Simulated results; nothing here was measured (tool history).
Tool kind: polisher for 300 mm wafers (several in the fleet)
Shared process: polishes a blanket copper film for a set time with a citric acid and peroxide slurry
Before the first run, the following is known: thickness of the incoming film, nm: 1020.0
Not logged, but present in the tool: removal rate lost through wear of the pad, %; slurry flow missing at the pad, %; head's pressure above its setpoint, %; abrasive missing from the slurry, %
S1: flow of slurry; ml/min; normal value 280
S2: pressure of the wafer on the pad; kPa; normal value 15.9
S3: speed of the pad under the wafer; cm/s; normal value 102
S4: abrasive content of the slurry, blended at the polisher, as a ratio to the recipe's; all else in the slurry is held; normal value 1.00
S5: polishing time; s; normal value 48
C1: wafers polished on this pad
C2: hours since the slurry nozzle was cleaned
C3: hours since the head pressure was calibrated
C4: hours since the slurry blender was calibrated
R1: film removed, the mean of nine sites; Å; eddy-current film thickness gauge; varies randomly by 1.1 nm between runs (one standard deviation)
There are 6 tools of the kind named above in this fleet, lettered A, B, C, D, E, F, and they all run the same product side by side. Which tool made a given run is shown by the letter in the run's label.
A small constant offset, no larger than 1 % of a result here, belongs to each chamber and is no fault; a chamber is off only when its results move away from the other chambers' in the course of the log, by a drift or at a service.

| run | day | S1 | S2 | S3 | S4 | S5 | C1 | C2 | C3 | C4 | R1 |
|---|---|---|---|---|---|---|---|---|---|---|---|
| 1D | 0.250 | 280 | 15.9 | 102 | 1.00 | 48 | 245 | 198.2 | 799.2 | 258.0 | 729.93 |
|  | 0.275 | chamber D: head pressure recalibrated |
| 2E | 0.492 | 280 | 15.9 | 102 | 1.00 | 48 | 627 | 102.5 | 714.2 | 176.2 | 755.21 |
| 3F | 0.625 | 280 | 15.9 | 102 | 1.00 | 48 | 243 | 100.0 | 308.7 | 169.9 | 733.13 |
|  | 0.721 | chamber E: worn pad replaced by a new one |
| 4B | 0.821 | 280 | 15.9 | 102 | 1.00 | 48 | 881 | 89.0 | 149.7 | 67.3 | 733.67 |
|  | 0.862 | chamber A: worn pad replaced by a new one |
| 5A | 0.938 | 280 | 15.9 | 102 | 1.00 | 48 | 16 | 492.9 | 42.6 | 172.5 | 736.62 |
| 6C | 1.138 | 280 | 15.9 | 102 | 1.00 | 48 | 709 | 73.5 | 85.1 | 146.5 | 753.29 |
| 7D | 1.379 | 280 | 15.9 | 102 | 1.00 | 48 | 487 | 225.3 | 26.6 | 285.1 | 717.32 |
|  | 1.454 | chamber D: slurry blender recalibrated |
|  | 1.550 | chamber F: slurry blender recalibrated |
| 8B | 1.554 | 280 | 15.9 | 102 | 1.00 | 48 | 1038 | 106.6 | 167.3 | 84.9 | 744.12 |
| 9C | 1.704 | 280 | 15.9 | 102 | 1.00 | 48 | 830 | 87.1 | 98.7 | 160.1 | 753.96 |
| 10E | 1.829 | 280 | 15.9 | 102 | 1.00 | 48 | 237 | 134.6 | 746.3 | 208.3 | 769.09 |
| 11F | 1.992 | 280 | 15.9 | 102 | 1.00 | 48 | 536 | 132.8 | 341.5 | 10.7 | 746.49 |
| 12A | 2.179 | 280 | 15.9 | 102 | 1.00 | 48 | 283 | 522.7 | 72.4 | 202.3 | 726.66 |
| 13B | 2.392 | 280 | 15.9 | 102 | 1.00 | 48 | 1218 | 126.7 | 187.4 | 105.0 | 737.85 |
|  | 2.562 | chamber D: worn pad replaced by a new one |
| 14E | 2.604 | 280 | 15.9 | 102 | 1.00 | 48 | 403 | 153.2 | 764.9 | 226.9 | 772.10 |
| 15C | 2.762 | 280 | 15.9 | 102 | 1.00 | 48 | 1057 | 112.5 | 124.1 | 185.5 | 732.45 |
|  | 2.788 | chamber B: worn pad replaced by a new one |
| 16A | 2.967 | 280 | 15.9 | 102 | 1.00 | 48 | 451 | 541.6 | 91.3 | 221.2 | 740.74 |
| 17F | 3.212 | 280 | 15.9 | 102 | 1.00 | 48 | 798 | 162.1 | 370.8 | 40.0 | 755.34 |
| 18D | 3.362 | 280 | 15.9 | 102 | 1.00 | 48 | 171 | 272.9 | 74.2 | 45.8 | 734.24 |
|  | 3.488 | chamber C: worn pad replaced by a new one |
| 19E | 3.538 | 280 | 15.9 | 124 | 1.00 | 34 | 603 | 175.6 | 787.3 | 249.3 | 650.78 |
| 20F | 3.783 | 280 | 15.9 | 124 | 1.00 | 34 | 920 | 175.8 | 384.5 | 53.7 | 661.72 |
| 21D | 4.029 | 280 | 15.9 | 124 | 1.00 | 34 | 314 | 288.9 | 90.2 | 61.8 | 618.75 |
|  | 4.138 | chamber E: worn pad replaced by a new one |
| 22A | 4.229 | 280 | 15.9 | 124 | 1.00 | 34 | 722 | 571.9 | 121.6 | 251.5 | 630.08 |
| 23C | 4.471 | 280 | 15.9 | 124 | 1.00 | 34 | 211 | 153.5 | 165.1 | 226.5 | 635.16 |
| 24B | 4.629 | 280 | 15.9 | 124 | 1.00 | 34 | 395 | 180.4 | 241.1 | 158.7 | 631.21 |
| 25D | 4.812 | 280 | 15.9 | 102 | 1.00 | 48 | 482 | 307.7 | 109.0 | 80.6 | 746.18 |
|  | 4.817 | chamber F: worn pad replaced by a new one |
| 26A | 4.929 | 280 | 15.9 | 102 | 1.00 | 48 | 872 | 588.7 | 138.4 | 268.3 | 712.57 |
|  | 4.954 | chamber A: slurry blender recalibrated |
| 27C | 5.058 | 280 | 15.9 | 102 | 1.00 | 48 | 337 | 167.6 | 179.2 | 240.6 | 746.32 |
| 28E | 5.283 | 280 | 15.9 | 102 | 1.00 | 48 | 246 | 217.5 | 829.2 | 291.2 | 797.76 |
|  | 5.308 | chamber E: slurry nozzle cleaned |
| 29B | 5.433 | 280 | 15.9 | 102 | 1.00 | 48 | 567 | 199.7 | 260.4 | 178.0 | 739.05 |
| 30F | 5.575 | 280 | 15.9 | 102 | 1.00 | 48 | 162 | 218.8 | 427.5 | 96.7 | 749.43 |
| 31C | 5.821 | 280 | 15.9 | 102 | 1.00 | 48 | 500 | 185.9 | 197.5 | 258.9 | 735.38 |
| 32D | 5.942 | 280 | 15.9 | 102 | 1.00 | 48 | 724 | 334.8 | 136.1 | 107.7 | 730.60 |
|  | 6.104 | chamber A: worn pad replaced by a new one |
| 33B | 6.104 | 280 | 15.9 | 102 | 1.00 | 48 | 711 | 215.8 | 276.5 | 194.1 | 753.50 |
| 34E | 6.221 | 280 | 15.9 | 102 | 1.00 | 48 | 447 | 21.9 | 851.7 | 313.7 | 789.98 |
| 35F | 6.467 | 280 | 15.9 | 102 | 1.00 | 48 | 354 | 240.2 | 448.9 | 118.1 | 754.81 |
| 36A | 6.667 | 280 | 15.9 | 102 | 1.00 | 48 | 121 | 630.4 | 180.1 | 41.1 | 741.24 |
| 37A | 6.842 | 280 | 15.9 | 102 | 1.00 | 48 | 158 | 634.6 | 184.3 | 45.3 | 733.67 |
| 38B | 7.012 | 280 | 15.9 | 102 | 1.00 | 48 | 906 | 237.6 | 298.3 | 215.9 | 732.70 |

For the next run the whole fleet of 6 chambers uses the same settings. Give each chamber's results:
| 39A | 7.200 | 280 | 15.9 | 102 | 1.25 | 48 |  |  |  |  | ? |
| 39B | 7.200 | 280 | 15.9 | 102 | 1.25 | 48 |  |  |  |  | ? |
| 39C | 7.200 | 280 | 15.9 | 102 | 1.25 | 48 |  |  |  |  | ? |
| 39D | 7.200 | 280 | 15.9 | 102 | 1.25 | 48 |  |  |  |  | ? |
| 39E | 7.200 | 280 | 15.9 | 102 | 1.25 | 48 |  |  |  |  | ? |
| 39F | 7.200 | 280 | 15.9 | 102 | 1.25 | 48 |  |  |  |  | ? |

| run | R1 |
|---|---|
| 39A | 797.48 |
| 39B | 758.46 |
| 39C | 780.16 |
| 39D | 783.01 |
| 39E | 864.27 |
| 39F | 796.85 |

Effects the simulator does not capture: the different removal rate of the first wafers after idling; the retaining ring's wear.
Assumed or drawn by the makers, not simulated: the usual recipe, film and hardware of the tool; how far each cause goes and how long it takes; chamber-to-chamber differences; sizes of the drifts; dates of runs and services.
